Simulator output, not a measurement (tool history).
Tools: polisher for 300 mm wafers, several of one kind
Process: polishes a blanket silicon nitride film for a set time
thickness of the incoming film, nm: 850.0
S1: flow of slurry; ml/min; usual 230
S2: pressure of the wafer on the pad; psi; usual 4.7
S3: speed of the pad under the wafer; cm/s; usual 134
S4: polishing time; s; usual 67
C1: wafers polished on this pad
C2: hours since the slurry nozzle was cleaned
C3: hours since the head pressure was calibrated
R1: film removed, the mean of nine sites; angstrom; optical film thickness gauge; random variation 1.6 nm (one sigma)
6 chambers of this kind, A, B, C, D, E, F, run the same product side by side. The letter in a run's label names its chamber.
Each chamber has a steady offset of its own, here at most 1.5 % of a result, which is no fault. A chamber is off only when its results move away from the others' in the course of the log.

run 1F day=0.371 | S1=230 S2=4.7 S3=134 S4=67 | C1=238 C2=191.8 C3=228.2 | R1=1835.0
-- day=0.571 chamber B: worn pad replaced by a new one
run 2B day=0.758 | S1=230 S2=4.7 S3=134 S4=67 | C1=42 C2=307.9 C3=969.3 | R1=1849.7
-- day=0.929 chamber E: head pressure recalibrated
run 3A day=1.262 | S1=230 S2=4.7 S3=134 S4=67 | C1=591 C2=67.4 C3=342.1 | R1=1876.0
-- day=1.500 chamber D: worn pad replaced by a new one
run 4D day=1.738 | S1=230 S2=4.7 S3=134 S4=67 | C1=53 C2=421.3 C3=48.3 | R1=1852.9
run 5E day=1.979 | S1=230 S2=4.7 S3=160 S4=87 | C1=664 C2=510.3 C3=25.3 | R1=2720.4
-- day=2.208 chamber F: worn pad replaced by a new one
run 6C day=2.304 | S1=230 S2=4.7 S3=160 S4=87 | C1=658 C2=132.4 C3=576.3 | R1=2741.1
-- day=2.600 chamber E: worn pad replaced by a new one
run 7C day=2.688 | S1=230 S2=4.7 S3=160 S4=87 | C1=744 C2=141.6 C3=585.5 | R1=2810.4
run 8A day=3.029 | S1=230 S2=4.7 S3=160 S4=87 | C1=984 C2=109.8 C3=384.5 | R1=2816.3
-- day=3.104 chamber E: slurry nozzle cleaned
-- day=3.104 chamber C: worn pad replaced by a new one
run 9D day=3.454 | S1=230 S2=4.7 S3=160 S4=87 | C1=435 C2=462.5 C3=89.5 | R1=2782.3
run 10F day=3.688 | S1=230 S2=4.7 S3=160 S4=87 | C1=329 C2=271.4 C3=307.8 | R1=2794.4
run 11E day=4.196 | S1=230 S2=4.7 S3=134 S4=67 | C1=355 C2=26.2 C3=78.5 | R1=1822.2
run 12B day=4.446 | S1=305 S2=5.5 S3=134 S4=67 | C1=862 C2=396.4 C3=1057.8 | R1=2188.4
run 13B day=4.929 | S1=305 S2=5.5 S3=134 S4=67 | C1=969 C2=408.0 C3=1069.4 | R1=2245.2
-- day=4.958 chamber B: worn pad replaced by a new one
run 14E day=5.167 | S1=305 S2=5.5 S3=134 S4=67 | C1=571 C2=49.5 C3=101.8 | R1=2197.3
run 15D day=5.442 | S1=305 S2=5.5 S3=134 S4=67 | C1=877 C2=510.2 C3=137.2 | R1=2214.1
-- day=5.600 chamber F: worn pad replaced by a new one
run 16A day=5.733 | S1=305 S2=5.5 S3=134 S4=67 | C1=1586 C2=174.7 C3=449.4 | R1=2193.4
run 17F day=5.975 | S1=305 S2=5.5 S3=134 S4=67 | C1=84 C2=326.3 C3=362.7 | R1=2206.1
run 18C day=6.258 | S1=230 S2=4.7 S3=134 S4=67 | C1=702 C2=227.3 C3=671.2 | R1=1874.5
run 19A day=6.717 | S1=230 S2=4.7 S3=134 S4=67 | C1=1804 C2=198.3 C3=473.0 | R1=1782.2
run 20E day=7.079 | S1=230 S2=4.7 S3=134 S4=67 | C1=996 C2=95.4 C3=147.7 | R1=1818.7
-- day=7.162 chamber C: worn pad replaced by a new one
-- day=7.229 chamber E: worn pad replaced by a new one
run 21D day=7.325 | S1=230 S2=4.7 S3=134 S4=67 | C1=1296 C2=555.4 C3=182.4 | R1=1863.3
-- day=7.492 chamber C: slurry nozzle cleaned
-- day=7.658 chamber D: worn pad replaced by a new one
run 22C day=7.692 | S1=230 S2=4.7 S3=134 S4=67 | C1=118 C2=4.9 C3=705.6 | R1=1875.3
run 23B day=8.200 | S1=170 S2=5.7 S3=134 S4=67 | C1=721 C2=486.5 C3=1147.9 | R1=2153.9
run 24F day=8.438 | S1=170 S2=5.7 S3=134 S4=67 | C1=631 C2=385.4 C3=421.8 | R1=2154.1
-- day=8.688 chamber B: worn pad replaced by a new one
run 25A day=8.688 | S1=170 S2=5.7 S3=134 S4=67 | C1=2242 C2=245.6 C3=520.3 | R1=2060.6
run 26C day=9.150 | S1=170 S2=5.7 S3=134 S4=67 | C1=442 C2=39.9 C3=740.6 | R1=2184.7
-- day=9.167 chamber F: worn pad replaced by a new one
run 27F day=9.608 | S1=170 S2=5.7 S3=134 S4=67 | C1=98 C2=413.5 C3=449.9 | R1=2139.5
run 28E day=9.883 | S1=170 S2=5.7 S3=134 S4=67 | C1=590 C2=162.7 C3=215.0 | R1=2106.5
-- day=10.017 chamber A: slurry nozzle cleaned
run 29D day=10.167 | S1=230 S2=4.7 S3=134 S4=67 | C1=558 C2=623.6 C3=250.6 | R1=1872.9
run 30B day=10.612 | S1=230 S2=4.7 S3=134 S4=67 | C1=428 C2=544.4 C3=1205.8 | R1=1839.4
-- day=10.821 chamber E: worn pad replaced by a new one
run 31D day=11.046 | S1=230 S2=4.7 S3=134 S4=67 | C1=753 C2=644.7 C3=271.7 | R1=1828.7
run 32F day=11.358 | S1=230 S2=4.7 S3=134 S4=67 | C1=487 C2=455.5 C3=491.9 | R1=1839.9
run 33E day=11.779 | S1=230 S2=4.7 S3=134 S4=67 | C1=213 C2=208.2 C3=260.5 | R1=1817.3
-- day=11.992 chamber C: worn pad replaced by a new one
-- day=12.254 chamber B: worn pad replaced by a new one
run 34B day=12.258 | S1=230 S2=4.7 S3=134 S4=67 | C1=1 C2=583.9 C3=1245.3 | R1=1833.4
run 35C day=12.608 | S1=230 S2=4.7 S3=134 S4=67 | C1=137 C2=122.9 C3=823.6 | R1=1823.9
run 36A day=13.108 | S1=230 S2=4.7 S3=134 S4=67 | C1=3226 C2=74.2 C3=626.4 | R1=1714.9
run 37C day=13.333 | S1=230 S2=4.7 S3=134 S4=67 | C1=298 C2=140.3 C3=841.0 | R1=1856.2
run 38A day=13.562 | S1=230 S2=4.7 S3=134 S4=67 | C1=3327 C2=85.1 C3=637.3 | R1=1750.0

Next, every chamber runs the same settings. What will each give?
run 39A day=13.925 | S1=230 S2=3.8 S3=134 S4=67 | R1=?
run 39B day=13.925 | S1=230 S2=3.8 S3=134 S4=67 | R1=?
run 39C day=13.925 | S1=230 S2=3.8 S3=134 S4=67 | R1=?
run 39D day=13.925 | S1=230 S2=3.8 S3=134 S4=67 | R1=?
run 39E day=13.925 | S1=230 S2=3.8 S3=134 S4=67 | R1=?
run 39F day=13.925 | S1=230 S2=3.8 S3=134 S4=67 | R1=?

run=39A R1=1398.6
run=39B R1=1458.1
run=39C R1=1508.5
run=39D R1=1523.2
run=39E R1=1458.4
run=39F R1=1475.4
